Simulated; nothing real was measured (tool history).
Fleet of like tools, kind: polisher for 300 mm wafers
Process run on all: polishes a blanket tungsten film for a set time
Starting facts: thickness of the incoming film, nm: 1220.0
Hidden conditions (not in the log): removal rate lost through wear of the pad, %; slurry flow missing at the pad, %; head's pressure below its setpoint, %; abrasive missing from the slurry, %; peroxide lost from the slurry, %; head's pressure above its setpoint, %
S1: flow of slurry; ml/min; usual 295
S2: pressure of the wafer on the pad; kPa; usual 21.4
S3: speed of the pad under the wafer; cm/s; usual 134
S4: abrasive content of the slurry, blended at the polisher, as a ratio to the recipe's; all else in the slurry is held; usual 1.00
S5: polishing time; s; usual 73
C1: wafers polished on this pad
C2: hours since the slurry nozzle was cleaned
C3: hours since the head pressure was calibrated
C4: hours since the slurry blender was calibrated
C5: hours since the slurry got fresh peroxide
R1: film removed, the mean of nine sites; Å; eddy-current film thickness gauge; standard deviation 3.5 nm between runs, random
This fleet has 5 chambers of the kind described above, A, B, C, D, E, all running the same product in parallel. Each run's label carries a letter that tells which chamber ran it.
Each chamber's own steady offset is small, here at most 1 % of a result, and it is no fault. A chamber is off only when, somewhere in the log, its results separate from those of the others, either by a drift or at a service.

-- hour=2.9 chamber E: slurry tank refilled with fresh slurry and peroxide
run 1D hour=11.3 | S1=295 S2=21.4 S3=134 S4=1.00 S5=73 | C1=678 C2=120.1 C3=384.7 C4=63.6 C5=102.3 | R1=3706.3
-- hour=15.3 chamber A: slurry tank refilled with fresh slurry and peroxide
-- hour=18.4 chamber E: slurry blender recalibrated
run 2A hour=21.7 | S1=295 S2=21.4 S3=134 S4=1.00 S5=73 | C1=379 C2=243.2 C3=549.1 C4=146.3 C5=6.5 | R1=3665.4
-- hour=23.0 chamber D: slurry tank refilled with fresh slurry and peroxide
-- hour=24.3 chamber D: worn pad replaced by a new one
-- hour=28.6 chamber B: worn pad replaced by a new one
run 3B hour=32.3 | S1=295 S2=21.4 S3=134 S4=1.00 S5=73 | C1=33 C2=244.1 C3=203.9 C4=70.4 C5=58.9 | R1=3710.3
-- hour=37.1 chamber C: worn pad replaced by a new one
run 4E hour=44.6 | S1=295 S2=21.4 S3=134 S4=1.00 S5=73 | C1=976 C2=243.3 C3=806.7 C4=26.3 C5=41.8 | R1=3781.0
run 5C hour=50.6 | S1=295 S2=21.4 S3=134 S4=1.00 S5=73 | C1=122 C2=54.7 C3=717.0 C4=54.5 C5=63.9 | R1=3664.7
run 6A hour=59.5 | S1=235 S2=21.4 S3=134 S4=1.00 S5=73 | C1=719 C2=281.0 C3=586.9 C4=184.1 C5=44.3 | R1=3721.1
-- hour=66.4 chamber E: slurry tank refilled with fresh slurry and peroxide
run 7B hour=66.6 | S1=235 S2=21.4 S3=134 S4=1.00 S5=73 | C1=342 C2=278.4 C3=238.2 C4=104.7 C5=93.2 | R1=3620.4
-- hour=67.7 chamber E: worn pad replaced by a new one
run 8D hour=72.3 | S1=235 S2=21.4 S3=134 S4=1.00 S5=73 | C1=432 C2=181.1 C3=445.7 C4=124.6 C5=49.4 | R1=3779.8
-- hour=73.6 chamber A: slurry nozzle cleaned
-- hour=74.0 chamber C: slurry tank refilled with fresh slurry and peroxide
-- hour=76.0 chamber B: slurry tank refilled with fresh slurry and peroxide
run 9C hour=78.6 | S1=235 S2=21.4 S3=134 S4=1.00 S5=73 | C1=374 C2=82.7 C3=745.0 C4=82.5 C5=4.7 | R1=3649.7
run 10E hour=88.3 | S1=235 S2=21.4 S3=134 S4=1.00 S5=73 | C1=185 C2=287.0 C3=850.4 C4=70.0 C5=22.0 | R1=3620.8
-- hour=93.0 chamber B: worn pad replaced by a new one
run 11E hour=98.1 | S1=295 S2=21.4 S3=134 S4=1.15 S5=81 | C1=274 C2=296.8 C3=860.2 C4=79.8 C5=31.8 | R1=4254.6
-- hour=106.7 chamber A: slurry tank refilled with fresh slurry and peroxide
run 12C hour=108.0 | S1=295 S2=21.4 S3=134 S4=1.15 S5=81 | C1=638 C2=112.1 C3=774.4 C4=111.9 C5=34.1 | R1=4265.0
-- hour=110.9 chamber A: worn pad replaced by a new one
-- hour=111.8 chamber D: worn pad replaced by a new one
run 13A hour=113.8 | S1=295 S2=21.4 S3=134 S4=1.15 S5=81 | C1=26 C2=40.3 C3=641.2 C4=238.4 C5=7.2 | R1=4256.7
-- hour=119.0 chamber D: slurry tank refilled with fresh slurry and peroxide
run 14D hour=120.6 | S1=295 S2=21.4 S3=134 S4=1.15 S5=81 | C1=79 C2=229.4 C3=494.0 C4=172.9 C5=1.7 | R1=4441.1
run 15B hour=126.6 | S1=295 S2=21.4 S3=134 S4=1.15 S5=81 | C1=302 C2=338.4 C3=298.2 C4=164.7 C5=50.7 | R1=4149.1
-- hour=133.5 chamber E: slurry tank refilled with fresh slurry and peroxide
run 16B hour=138.0 | S1=295 S2=21.4 S3=116 S4=1.00 S5=73 | C1=405 C2=349.8 C3=309.6 C4=176.1 C5=62.1 | R1=3160.4
run 17D hour=149.4 | S1=295 S2=21.4 S3=116 S4=1.00 S5=73 | C1=338 C2=258.2 C3=522.8 C4=201.7 C5=30.5 | R1=3413.4
-- hour=154.7 chamber B: worn pad replaced by a new one
run 18A hour=156.7 | S1=295 S2=21.4 S3=116 S4=1.00 S5=73 | C1=412 C2=83.2 C3=684.1 C4=281.3 C5=50.1 | R1=3209.4
-- hour=160.4 chamber C: head pressure recalibrated
run 19C hour=163.7 | S1=295 S2=21.4 S3=116 S4=1.00 S5=73 | C1=1140 C2=167.8 C3=3.4 C4=167.6 C5=89.8 | R1=3214.9
run 20E hour=170.1 | S1=295 S2=21.4 S3=116 S4=1.00 S5=73 | C1=922 C2=368.8 C3=932.2 C4=151.8 C5=36.6 | R1=3226.1
-- hour=171.5 chamber C: slurry tank refilled with fresh slurry and peroxide
run 21C hour=180.6 | S1=295 S2=21.4 S3=134 S4=1.00 S5=73 | C1=1292 C2=184.7 C3=20.3 C4=184.5 C5=9.1 | R1=3742.1
run 22D hour=187.0 | S1=295 S2=21.4 S3=134 S4=1.00 S5=73 | C1=677 C2=295.8 C3=560.4 C4=239.3 C5=68.1 | R1=3996.2
-- hour=190.2 chamber E: worn pad replaced by a new one
-- hour=190.6 chamber B: slurry tank refilled with fresh slurry and peroxide
-- hour=195.0 chamber C: worn pad replaced by a new one
run 23E hour=197.2 | S1=295 S2=21.4 S3=134 S4=1.00 S5=73 | C1=63 C2=395.9 C3=959.3 C4=178.9 C5=63.7 | R1=3776.8
-- hour=201.3 chamber E: slurry nozzle cleaned
-- hour=203.2 chamber A: slurry tank refilled with fresh slurry and peroxide
-- hour=203.5 chamber E: slurry blender recalibrated
run 24A hour=206.2 | S1=400 S2=21.4 S3=134 S4=1.25 S5=73 | C1=858 C2=132.7 C3=733.6 C4=330.8 C5=3.0 | R1=4020.4
-- hour=208.6 chamber D: worn pad replaced by a new one
-- hour=212.8 chamber E: slurry tank refilled with fresh slurry and peroxide
run 25B hour=216.7 | S1=400 S2=21.4 S3=134 S4=1.25 S5=73 | C1=558 C2=428.5 C3=388.3 C4=254.8 C5=26.1 | R1=3963.0
-- hour=220.8 chamber A: worn pad replaced by a new one
-- hour=223.2 chamber B: worn pad replaced by a new one
run 26B hour=225.6 | S1=400 S2=21.4 S3=134 S4=1.25 S5=73 | C1=22 C2=437.4 C3=397.2 C4=263.7 C5=35.0 | R1=3955.0
-- hour=236.2 chamber D: slurry tank refilled with fresh slurry and peroxide
run 27D hour=237.0 | S1=400 S2=21.4 S3=134 S4=1.25 S5=73 | C1=256 C2=345.8 C3=610.4 C4=289.3 C5=0.9 | R1=4371.7
run 28A hour=247.7 | S1=400 S2=21.4 S3=134 S4=1.25 S5=73 | C1=242 C2=174.2 C3=775.1 C4=372.3 C5=44.5 | R1=4003.5
run 29C hour=257.6 | S1=330 S2=16.5 S3=134 S4=1.00 S5=73 | C1=564 C2=261.7 C3=97.3 C4=261.5 C5=86.1 | R1=2893.1
run 30E hour=269.3 | S1=330 S2=16.5 S3=134 S4=1.00 S5=73 | C1=712 C2=68.0 C3=1031.4 C4=65.8 C5=56.5 | R1=2937.4

What goes on in this fleet: one chamber off, a drifting gauge, or nothing beyond the chambers' own small offsets? Name the chamber and the cause, if any.

Chamber D drifts away from the others.
Most likely cause: head's pressure above its setpoint, % = 11.5.

Here are 4 candidates for chamber D's next run, each the usual settings with a change, their results left as question marks. Which one brings its results back in line with what the others give on the usual settings?
Maximum distance from the other chambers' mean on the usual settings for a result to count as in line: R1 120.0 Å
run 31D-1 hour=278.3 | S1=290 S2=21.4 S3=120 S4=1.00 S5=73 | R1=?
run 31D-2 hour=278.3 | S1=295 S2=20.7 S3=134 S4=1.00 S5=72 | R1=?
run 31D-3 hour=278.3 | S1=295 S2=21.4 S3=140 S4=1.00 S5=77 | R1=?
run 31D-4 hour=278.3 | S1=295 S2=21.4 S3=136 S4=1.00 S5=75 | R1=?

The other chambers' mean on the usual settings: R1 3714.9 Å
run=31D-1 R1=3696.9
run=31D-2 R1=3940.8
run=31D-3 R1=4545.7
run=31D-4 R1=4303.0
31D-1 brings the chamber back in line.
